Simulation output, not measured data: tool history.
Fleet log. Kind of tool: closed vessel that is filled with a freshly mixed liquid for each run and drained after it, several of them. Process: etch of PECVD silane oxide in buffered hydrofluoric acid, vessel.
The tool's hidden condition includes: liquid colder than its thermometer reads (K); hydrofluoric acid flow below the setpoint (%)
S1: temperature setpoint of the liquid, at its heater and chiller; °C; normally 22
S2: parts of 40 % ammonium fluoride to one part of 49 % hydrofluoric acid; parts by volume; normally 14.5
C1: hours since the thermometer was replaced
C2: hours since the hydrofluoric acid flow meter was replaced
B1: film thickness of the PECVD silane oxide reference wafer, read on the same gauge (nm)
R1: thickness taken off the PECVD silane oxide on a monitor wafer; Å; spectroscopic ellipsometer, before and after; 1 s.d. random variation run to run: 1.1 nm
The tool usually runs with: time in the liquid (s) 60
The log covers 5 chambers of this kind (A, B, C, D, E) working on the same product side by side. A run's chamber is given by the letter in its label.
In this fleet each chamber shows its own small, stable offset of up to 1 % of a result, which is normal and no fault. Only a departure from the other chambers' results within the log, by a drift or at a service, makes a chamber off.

{"run": "1A", "hour": 6.0, "S1": 22, "S2": 14.5, "time in the liquid (s)": 60, "C1": 1166, "C2": 445.5, "B1": 110.01, "R1": 1485.5}
{"run": "2E", "hour": 11.5, "S1": 22, "S2": 14.5, "time in the liquid (s)": 60, "C1": 660.6, "C2": 617.6, "B1": 110.02, "R1": 1500.4}
{"run": "3B", "hour": 15.4, "S1": 22, "S2": 14.5, "time in the liquid (s)": 60, "C1": 1050.5, "C2": 1326, "B1": 110.01, "R1": 1490}
{"run": "4D", "hour": 19.7, "S1": 22, "S2": 14.5, "time in the liquid (s)": 60, "C1": 889, "C2": 395.7, "B1": 110.02, "R1": 1488}
{"run": "5C", "hour": 24.7, "S1": 22, "S2": 14.5, "time in the liquid (s)": 60, "C1": 25, "C2": 727.7, "B1": 109.99, "R1": 1501}
{"run": "6C", "hour": 28.7, "S1": 22, "S2": 14.5, "time in the liquid (s)": 60, "C1": 29, "C2": 731.7, "B1": 110, "R1": 1508.8}
{"run": "7B", "hour": 35.6, "S1": 22, "S2": 14.5, "time in the liquid (s)": 60, "C1": 1070.7, "C2": 1346.2, "B1": 110.01, "R1": 1498.1}
{"run": "8A", "hour": 42.7, "S1": 18, "S2": 14.5, "time in the liquid (s)": 60, "C1": 1202.7, "C2": 482.2, "B1": 110.01, "R1": 1179.5}
{"run": "9D", "hour": 48.2, "S1": 18, "S2": 14.5, "time in the liquid (s)": 60, "C1": 917.5, "C2": 424.2, "B1": 109.99, "R1": 1187.4}
{"run": "10E", "hour": 54.3, "S1": 18, "S2": 14.5, "time in the liquid (s)": 60, "C1": 703.4, "C2": 660.4, "B1": 109.98, "R1": 1193.9}
{"run": "11A", "hour": 60.9, "S1": 18, "S2": 14.5, "time in the liquid (s)": 60, "C1": 1220.9, "C2": 500.4, "B1": 110, "R1": 1169.3}
{"run": "12E", "hour": 65.7, "S1": 18, "S2": 14.5, "time in the liquid (s)": 60, "C1": 714.8, "C2": 671.8, "B1": 109.98, "R1": 1194.9}
{"run": "13C", "hour": 69.4, "S1": 22, "S2": 14.5, "time in the liquid (s)": 60, "C1": 69.7, "C2": 772.4, "B1": 110, "R1": 1502.3}
{"run": "14D", "hour": 73.9, "S1": 22, "S2": 14.5, "time in the liquid (s)": 60, "C1": 943.2, "C2": 449.9, "B1": 109.98, "R1": 1462.1}
{"run": "15B", "hour": 81.1, "S1": 22, "S2": 14.5, "time in the liquid (s)": 60, "C1": 1116.2, "C2": 1391.7, "B1": 110.01, "R1": 1502.2}
{"run": "16B", "hour": 88.1, "S1": 22, "S2": 14.5, "time in the liquid (s)": 60, "C1": 1123.2, "C2": 1398.7, "B1": 110.01, "R1": 1479.3}
{"run": "17A", "hour": 92.8, "S1": 22, "S2": 14.5, "time in the liquid (s)": 60, "C1": 1252.8, "C2": 532.3, "B1": 109.99, "R1": 1466.9}
{"run": "18C", "hour": 99.2, "S1": 22, "S2": 14.5, "time in the liquid (s)": 60, "C1": 99.5, "C2": 802.2, "B1": 110, "R1": 1516.1}
{"run": "19E", "hour": 103.1, "S1": 22, "S2": 14.5, "time in the liquid (s)": 60, "C1": 752.2, "C2": 709.2, "B1": 109.99, "R1": 1507.3}
{"run": "20D", "hour": 108.4, "S1": 22, "S2": 14.5, "time in the liquid (s)": 60, "C1": 977.7, "C2": 484.4, "B1": 109.99, "R1": 1428.2}
{"run": "21E", "hour": 112.6, "S1": 22, "S2": 12, "time in the liquid (s)": 40, "C1": 761.7, "C2": 718.7, "B1": 110, "R1": 1211.6}
{"run": "22C", "hour": 117.8, "S1": 22, "S2": 12, "time in the liquid (s)": 40, "C1": 118.1, "C2": 820.8, "B1": 109.99, "R1": 1219.6}
{"run": "23B", "hour": 122.1, "S1": 22, "S2": 12, "time in the liquid (s)": 40, "C1": 1157.2, "C2": 1432.7, "B1": 110.01, "R1": 1200.2}
{"run": "24A", "hour": 127.8, "S1": 22, "S2": 12, "time in the liquid (s)": 40, "C1": 1287.8, "C2": 567.3, "B1": 109.99, "R1": 1195.7}
{"run": "25D", "hour": 131.4, "S1": 22, "S2": 12, "time in the liquid (s)": 40, "C1": 1000.7, "C2": 507.4, "B1": 109.99, "R1": 1146.9}
{"run": "26D", "hour": 134.9, "S1": 22, "S2": 14.5, "time in the liquid (s)": 60, "C1": 1004.2, "C2": 510.9, "B1": 109.99, "R1": 1425.5}
{"run": "27B", "hour": 139.9, "S1": 22, "S2": 14.5, "time in the liquid (s)": 60, "C1": 1175, "C2": 1450.5, "B1": 109.99, "R1": 1518}
{"run": "28C", "hour": 146.4, "S1": 22, "S2": 9, "time in the liquid (s)": 45, "C1": 146.7, "C2": 849.4, "B1": 109.99, "R1": 1739}
{"run": "29A", "hour": 152.0, "S1": 22, "S2": 9, "time in the liquid (s)": 45, "C1": 1312, "C2": 591.5, "B1": 109.99, "R1": 1713.8}
{"run": "30E", "hour": 157.1, "S1": 22, "S2": 9, "time in the liquid (s)": 45, "C1": 806.2, "C2": 763.2, "B1": 109.99, "R1": 1723}
{"run": "31A", "hour": 162.5, "S1": 22, "S2": 9, "time in the liquid (s)": 45, "C1": 1322.5, "C2": 602, "B1": 110, "R1": 1711.3}
{"run": "32E", "hour": 168.8, "S1": 22, "S2": 9, "time in the liquid (s)": 45, "C1": 817.9, "C2": 774.9, "B1": 110.01, "R1": 1758.9}
{"run": "33B", "hour": 175.7, "S1": 22, "S2": 14.5, "time in the liquid (s)": 60, "C1": 1210.8, "C2": 1486.3, "B1": 110.02, "R1": 1507.9}
{"run": "34C", "hour": 182.0, "S1": 22, "S2": 14.5, "time in the liquid (s)": 60, "C1": 182.3, "C2": 885, "B1": 110, "R1": 1501.5}
{"run": "35D", "hour": 189.2, "S1": 22, "S2": 14.5, "time in the liquid (s)": 60, "C1": 1058.5, "C2": 565.2, "B1": 110.01, "R1": 1363.5}
{"run": "36E", "hour": 193.8, "S1": 22, "S2": 14.5, "time in the liquid (s)": 60, "C1": 842.9, "C2": 799.9, "B1": 110.02, "R1": 1512.1}
{"hour": 197.8, "done": "chamber B: thermometer replaced"}
{"run": "37A", "hour": 199.3, "S1": 22, "S2": 14.5, "time in the liquid (s)": 60, "C1": 1359.3, "C2": 638.8, "B1": 109.99, "R1": 1482.4}
{"run": "38B", "hour": 202.7, "S1": 26.5, "S2": 12, "time in the liquid (s)": 60, "C1": 5, "C2": 1513.3, "B1": 109.97, "R1": 2312.7}
{"run": "39C", "hour": 208.5, "S1": 26.5, "S2": 12, "time in the liquid (s)": 60, "C1": 208.8, "C2": 911.5, "B1": 109.99, "R1": 2316.9}

Which is it: a chamber that has drifted or been left off by a service, a gauge drift common to all chambers, or only each chamber's usual small offset? If a chamber is off, name it and its likeliest cause.

Little by little, chamber D moves away from the other chambers.
Likeliest cause: liquid colder than its thermometer reads (K) = 1.82.
The log might look much the same if the cause were instead: hydrofluoric acid flow below the setpoint (%).

Which of the 4 candidates below, each the usual settings with something changed and its results left as question marks, puts chamber D back in line with what the other chambers give on the usual settings?
In line here means within this much of the mean the other chambers give on the usual settings: R1 38 Å
{"run": "40D-1", "hour": 213.8, "S1": 20, "S2": 14.5, "time in the liquid (s)": 60, "R1": "?"}
{"run": "40D-2", "hour": 213.8, "S1": 24, "S2": 14.5, "time in the liquid (s)": 60, "R1": "?"}
{"run": "40D-3", "hour": 213.8, "S1": 18.5, "S2": 14.5, "time in the liquid (s)": 60, "R1": "?"}
{"run": "40D-4", "hour": 213.8, "S1": 25.5, "S2": 14.5, "time in the liquid (s)": 60, "R1": "?"}

Average result of the remaining chambers running the usual settings: R1 1497.2 Å
run=40D-1 R1=1205.3
run=40D-2 R1=1513
run=40D-3 R1=1105.2
run=40D-4 R1=1645.7
With 40D-2, the chamber falls back in line with the rest.
